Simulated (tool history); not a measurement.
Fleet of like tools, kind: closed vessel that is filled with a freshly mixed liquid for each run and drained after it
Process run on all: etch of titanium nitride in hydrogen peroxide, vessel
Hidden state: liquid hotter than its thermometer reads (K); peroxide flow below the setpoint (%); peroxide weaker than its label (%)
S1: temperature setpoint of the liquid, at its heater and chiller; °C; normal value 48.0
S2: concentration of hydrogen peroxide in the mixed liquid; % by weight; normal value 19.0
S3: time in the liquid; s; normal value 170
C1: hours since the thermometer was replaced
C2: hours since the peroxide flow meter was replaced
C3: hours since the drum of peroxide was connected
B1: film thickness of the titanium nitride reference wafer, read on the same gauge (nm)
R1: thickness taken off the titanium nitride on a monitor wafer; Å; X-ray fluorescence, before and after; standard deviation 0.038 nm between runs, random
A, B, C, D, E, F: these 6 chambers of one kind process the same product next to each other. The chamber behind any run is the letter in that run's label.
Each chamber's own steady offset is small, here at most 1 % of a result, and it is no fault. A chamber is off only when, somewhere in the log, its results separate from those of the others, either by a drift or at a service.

At hour 1.7: chamber E: peroxide flow meter replaced.
Run 1A, hour 6.9: usual settings; C1 312.2; C2 513.0; C3 322.2; B1 110.00. Result: R1 88.217 Å.
Run 2E, hour 16.2: usual settings; C1 426.9; C2 14.5; C3 1017.5; B1 110.00. Result: R1 87.457 Å.
Run 3F, hour 28.0: usual settings; C1 1098.5; C2 154.2; C3 354.7; B1 110.00. Result: R1 87.792 Å.
Run 4D, hour 40.5: usual settings; C1 1836.9; C2 286.9; C3 466.2; B1 109.98. Result: R1 88.711 Å.
Run 5B, hour 52.1: usual settings; C1 154.8; C2 1965.6; C3 540.1; B1 110.00. Result: R1 89.308 Å.
At hour 59.7: chamber D: new drum of peroxide connected.
Run 6C, hour 60.6: usual settings; C1 1873.9; C2 660.7; C3 626.5; B1 110.00. Result: R1 88.842 Å.
Run 7C, hour 72.4: usual settings; C1 1885.7; C2 672.5; C3 638.3; B1 110.01. Result: R1 87.693 Å.
Run 8B, hour 79.3: usual settings; C1 182.0; C2 1992.8; C3 567.3; B1 110.00. Result: R1 88.630 Å.
Run 9A, hour 91.4: usual settings but S1 39.0 °C, S3 75 s; C1 396.7; C2 597.5; C3 406.7; B1 110.00. Result: R1 20.130 Å.
Run 10D, hour 97.3: usual settings but S1 39.0 °C, S3 75 s; C1 1893.7; C2 343.7; C3 37.6; B1 109.98. Result: R1 19.920 Å.
At hour 99.2: chamber E: new drum of peroxide connected.
Run 11E, hour 108.2: usual settings but S1 39.0 °C, S3 75 s; C1 518.9; C2 106.5; C3 9.0; B1 110.01. Result: R1 19.637 Å.
Run 12F, hour 114.6: usual settings but S1 39.0 °C, S3 75 s; C1 1185.1; C2 240.8; C3 441.3; B1 109.96. Result: R1 19.533 Å.
Run 13C, hour 127.6: usual settings but S1 39.0 °C, S3 75 s; C1 1940.9; C2 727.7; C3 693.5; B1 110.01. Result: R1 19.572 Å.
Run 14E, hour 140.6: usual settings but S1 39.0 °C, S3 75 s; C1 551.3; C2 138.9; C3 41.4; B1 109.99. Result: R1 19.717 Å.
Run 15B, hour 147.7: usual settings; C1 250.4; C2 2061.2; C3 635.7; B1 110.01. Result: R1 88.809 Å.
Run 16A, hour 159.2: usual settings but S1 57.5 °C, S2 16.5 % by weight; C1 464.5; C2 665.3; C3 474.5; B1 110.01. Result: R1 167.310 Å.
Run 17D, hour 170.4: usual settings but S1 57.5 °C, S2 16.5 % by weight; C1 1966.8; C2 416.8; C3 110.7; B1 110.02. Result: R1 169.080 Å.
Run 18F, hour 181.8: usual settings but S1 57.5 °C, S2 16.5 % by weight; C1 1252.3; C2 308.0; C3 508.5; B1 109.99. Result: R1 167.940 Å.
Run 19F, hour 188.7: usual settings but S1 57.5 °C, S2 16.5 % by weight; C1 1259.2; C2 314.9; C3 515.4; B1 110.01. Result: R1 168.690 Å.
Run 20B, hour 194.6: usual settings but S1 57.5 °C, S2 16.5 % by weight; C1 297.3; C2 2108.1; C3 682.6; B1 109.98. Result: R1 167.410 Å.
Run 21A, hour 203.5: usual settings but S1 57.5 °C, S2 16.5 % by weight; C1 508.8; C2 709.6; C3 518.8; B1 110.03. Result: R1 166.790 Å.
At hour 210.5: chamber C: thermometer replaced.
At hour 216.4: chamber F: new drum of peroxide connected.
Run 22C, hour 216.5: usual settings; C1 6.1; C2 816.6; C3 782.4; B1 109.99. Result: R1 87.307 Å.
At hour 219.4: chamber D: peroxide flow meter replaced.
Run 23D, hour 227.1: usual settings; C1 2023.5; C2 7.7; C3 167.4; B1 109.99. Result: R1 89.515 Å.
Run 24E, hour 235.9: usual settings; C1 646.6; C2 234.2; C3 136.7; B1 109.96. Result: R1 87.332 Å.
Run 25C, hour 247.8: usual settings; C1 37.4; C2 847.9; C3 813.7; B1 109.99. Result: R1 87.982 Å.
Run 26D, hour 259.4: usual settings; C1 2055.8; C2 40.0; C3 199.7; B1 109.99. Result: R1 89.116 Å.
At hour 264.2: chamber A: peroxide flow meter replaced.
Run 27A, hour 271.3: usual settings; C1 576.6; C2 7.2; C3 586.6; B1 109.99. Result: R1 89.054 Å.
Run 28F, hour 281.8: usual settings; C1 1352.3; C2 408.0; C3 65.5; B1 110.00. Result: R1 89.924 Å.
At hour 286.8: chamber B: new drum of peroxide connected.
At hour 287.1: chamber A: new drum of peroxide connected.
Run 29B, hour 293.6: usual settings but S1 43.0 °C, S2 16.0 % by weight; C1 396.3; C2 2207.1; C3 6.8; B1 110.00. Result: R1 59.266 Å.
Run 30E, hour 303.3: usual settings but S1 43.0 °C, S2 16.0 % by weight; C1 714.0; C2 301.6; C3 204.1; B1 110.02. Result: R1 58.239 Å.
Run 31B, hour 310.6: usual settings but S1 43.0 °C, S2 16.0 % by weight; C1 413.3; C2 2224.1; C3 23.8; B1 110.03. Result: R1 58.842 Å.
At hour 318.2: chamber B: peroxide flow meter replaced.
Run 32C, hour 321.7: usual settings but S1 43.0 °C, S2 16.0 % by weight; C1 111.3; C2 921.8; C3 887.6; B1 110.01. Result: R1 58.163 Å.
Run 33A, hour 328.6: usual settings but S1 43.0 °C, S2 16.0 % by weight; C1 633.9; C2 64.5; C3 41.6; B1 109.98. Result: R1 58.883 Å.
At hour 331.9: chamber D: thermometer replaced.
Run 34F, hour 335.4: usual settings but S1 43.0 °C, S2 16.0 % by weight; C1 1405.9; C2 461.6; C3 119.1; B1 109.98. Result: R1 59.539 Å.
Run 35E, hour 345.9: usual settings but S2 23.0 % by weight; C1 756.6; C2 344.2; C3 246.7; B1 110.03. Result: R1 91.470 Å.
Run 36D, hour 354.8: usual settings but S2 23.0 % by weight; C1 23.0; C2 135.4; C3 295.1; B1 109.99. Result: R1 92.716 Å.
Run 37A, hour 364.2: usual settings but S2 23.0 % by weight; C1 669.5; C2 100.1; C3 77.2; B1 110.00. Result: R1 92.944 Å.
Run 38D, hour 372.7: usual settings but S2 23.0 % by weight; C1 40.9; C2 153.3; C3 313.0; B1 110.00. Result: R1 92.997 Å.
Run 39F, hour 383.7: usual settings but S2 23.0 % by weight; C1 1454.2; C2 509.9; C3 167.4; B1 110.01. Result: R1 94.369 Å.
Run 40B, hour 392.3: usual settings but S2 23.0 % by weight; C1 495.0; C2 74.2; C3 105.5; B1 110.00. Result: R1 92.376 Å.
Run 41C, hour 405.6: usual settings; C1 195.2; C2 1005.7; C3 971.5; B1 110.01. Result: R1 87.401 Å.
Run 42E, hour 413.6: usual settings; C1 824.3; C2 411.9; C3 314.4; B1 110.01. Result: R1 87.682 Å.

Next, all 6 chambers run the settings below, one line each with question marks for the results. What does each chamber give?
Run 43A, hour 423.1: usual settings but S3 215 s. Result: R1 ?.
Run 43B, hour 423.1: usual settings but S3 215 s. Result: R1 ?.
Run 43C, hour 423.1: usual settings but S3 215 s. Result: R1 ?.
Run 43D, hour 423.1: usual settings but S3 215 s. Result: R1 ?.
Run 43E, hour 423.1: usual settings but S3 215 s. Result: R1 ?.
Run 43F, hour 423.1: usual settings but S3 215 s. Result: R1 ?.

run       R1
43A  111.880
43B  112.440
43C  112.050
43D  112.530
43E  109.590
43F  115.390

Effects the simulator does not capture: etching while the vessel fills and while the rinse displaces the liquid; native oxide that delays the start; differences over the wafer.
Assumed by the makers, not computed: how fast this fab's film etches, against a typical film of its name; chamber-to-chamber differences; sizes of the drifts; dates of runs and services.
